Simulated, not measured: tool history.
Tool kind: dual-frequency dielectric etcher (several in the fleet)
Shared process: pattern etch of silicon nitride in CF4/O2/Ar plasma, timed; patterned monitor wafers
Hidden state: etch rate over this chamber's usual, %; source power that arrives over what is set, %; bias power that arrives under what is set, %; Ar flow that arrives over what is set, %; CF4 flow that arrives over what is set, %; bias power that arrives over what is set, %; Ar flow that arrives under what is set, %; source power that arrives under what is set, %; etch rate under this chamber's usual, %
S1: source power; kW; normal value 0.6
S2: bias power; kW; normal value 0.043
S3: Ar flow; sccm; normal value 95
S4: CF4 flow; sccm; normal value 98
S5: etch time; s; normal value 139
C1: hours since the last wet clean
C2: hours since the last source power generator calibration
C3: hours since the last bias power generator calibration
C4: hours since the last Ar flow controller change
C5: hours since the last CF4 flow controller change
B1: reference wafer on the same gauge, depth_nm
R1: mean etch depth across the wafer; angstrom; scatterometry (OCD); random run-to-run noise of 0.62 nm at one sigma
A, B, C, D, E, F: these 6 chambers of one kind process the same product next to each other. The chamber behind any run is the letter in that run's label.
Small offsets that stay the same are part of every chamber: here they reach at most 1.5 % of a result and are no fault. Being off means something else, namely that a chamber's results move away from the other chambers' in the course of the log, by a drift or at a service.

run,day,S1,S2,S3,S4,S5,C1,C2,C3,C4,C5,B1,R1
# day 0.304: chamber C: Ar flow controller replaced
1A,0.358,0.6,0.043,95,98,139,214.2,395.2,2849.5,174.8,2082.2,274.89,2927.8
2F,0.808,0.6,0.043,95,98,139,33.5,3164.8,738,3678.3,839.3,274.96,2957.7
3D,1.217,0.6,0.043,95,98,139,170.7,1546.6,299.4,642,5876.9,275.05,2947.6
4B,1.533,0.6,0.043,95,98,139,200.5,171.4,3352.5,1159.2,779.5,275.19,2937.5
5C,1.783,0.6,0.043,95,98,139,132.8,422.3,408.5,35.5,1944.7,275.1,2908.8
6E,2.15,0.6,0.043,95,98,139,401.5,3650.8,307.5,705,3297.1,275,2969.9
7B,2.417,0.6,0.043,95,98,139,221.7,192.6,3373.7,1180.4,800.7,274.96,2942.3
8D,2.804,0.6,0.043,108,98,157,208.8,1584.7,337.5,680.1,5915,274.85,3291
9F,3.317,0.6,0.043,108,98,157,93.7,3225,798.2,3738.5,899.5,274.96,3282.8
10C,3.738,0.6,0.043,108,98,157,179.7,469.2,455.4,82.4,1991.6,274.96,3231.4
11A,3.971,0.6,0.043,108,98,157,300.9,481.9,2936.2,261.5,2168.9,275,3253.3
12E,4.354,0.6,0.043,108,98,157,454.4,3703.7,360.4,757.9,3350,274.96,3295.4
13E,4.758,0.6,0.043,108,98,157,464.1,3713.4,370.1,767.6,3359.7,274.92,3294.4
14B,5.242,0.6,0.043,95,98,139,289.5,260.4,3441.5,1248.2,868.5,274.95,2946.8
15F,5.617,0.6,0.043,95,98,139,148.9,3280.2,853.4,3793.7,954.7,275.11,2945.7
16D,5.912,0.6,0.043,95,98,139,283.4,1659.3,412.1,754.7,5989.6,274.89,2965.2
17A,6.362,0.6,0.043,95,98,139,358.3,539.3,2993.6,318.9,2226.3,275.02,2917.1
18C,6.608,0.6,0.043,95,98,139,248.6,538.1,524.3,151.3,2060.5,275.04,2919.6
19D,6.975,0.6,0.043,95,98,139,308.9,1684.8,437.6,780.2,6015.1,275.01,2956.3
20B,7.279,0.6,0.043,95,98,139,338.4,309.3,3490.4,1297.1,917.4,275.06,2942.7
21A,7.775,0.6,0.043,95,98,139,392.2,573.2,3027.5,352.8,2260.2,274.9,2927.9
22C,8.054,0.6,0.043,95,98,139,283.3,572.8,559,186,2095.2,275.08,2916.6
# day 8.125: chamber F: Ar flow controller replaced
23E,8.371,0.54,0.05,95,98,139,550.8,3800.1,456.8,854.3,3446.4,274.98,2864.6
# day 8.429: chamber E: wet clean of the chamber
# day 8.571: chamber D: wet clean of the chamber
24F,8.617,0.54,0.05,95,98,139,220.9,3352.2,925.4,11.9,1026.7,275.01,2831
25D,9.062,0.54,0.05,95,98,139,11.8,1734.9,487.7,830.3,6065.2,274.94,2845.3
26B,9.562,0.54,0.05,95,98,139,393.2,364.1,3545.2,1351.9,972.2,275.11,2836.9
27F,9.817,0.54,0.05,95,98,139,249.7,3381,954.2,40.7,1055.5,274.86,2845.3
# day 10.171: chamber F: source power generator calibrated
# day 10.183: chamber D: CF4 flow controller replaced
28E,10.225,0.54,0.05,95,98,139,43.2,3844.6,501.3,898.8,3490.9,274.97,2858.1
29C,10.662,0.6,0.043,95,98,139,345.9,635.4,621.6,248.6,2157.8,275.03,2917.1
30A,11.075,0.6,0.043,95,98,139,471.4,652.4,3106.7,432,2339.4,275,2940.3
31D,11.458,0.6,0.043,95,98,139,69.3,1792.4,545.2,887.8,30.7,274.92,2972.2
32F,11.808,0.6,0.043,95,98,156.5,297.5,39.3,1002,88.5,1103.3,275.11,3324.3
33E,12.067,0.6,0.043,95,98,156.5,87.4,3888.8,545.5,943,3535.1,275.04,3342.7
34A,12.388,0.6,0.043,95,98,156.5,502.9,683.9,3138.2,463.5,2370.9,275.09,3298.3
35C,12.871,0.6,0.043,95,98,156.5,398.9,688.4,674.6,301.6,2210.8,275.03,3283
36B,13.321,0.6,0.043,95,98,156.5,483.4,454.3,3635.4,1442.1,1062.4,274.97,3311.5
37C,13.829,0.6,0.043,95,98,156.5,421.9,711.4,697.6,324.6,2233.8,274.95,3288.9

Is one chamber off against the others, does the gauge drift, or is nothing wrong? If a chamber is off, say which, and what the likeliest cause is.

No chamber is off and the gauge is stable; the differences are just each chamber's small, constant offset.

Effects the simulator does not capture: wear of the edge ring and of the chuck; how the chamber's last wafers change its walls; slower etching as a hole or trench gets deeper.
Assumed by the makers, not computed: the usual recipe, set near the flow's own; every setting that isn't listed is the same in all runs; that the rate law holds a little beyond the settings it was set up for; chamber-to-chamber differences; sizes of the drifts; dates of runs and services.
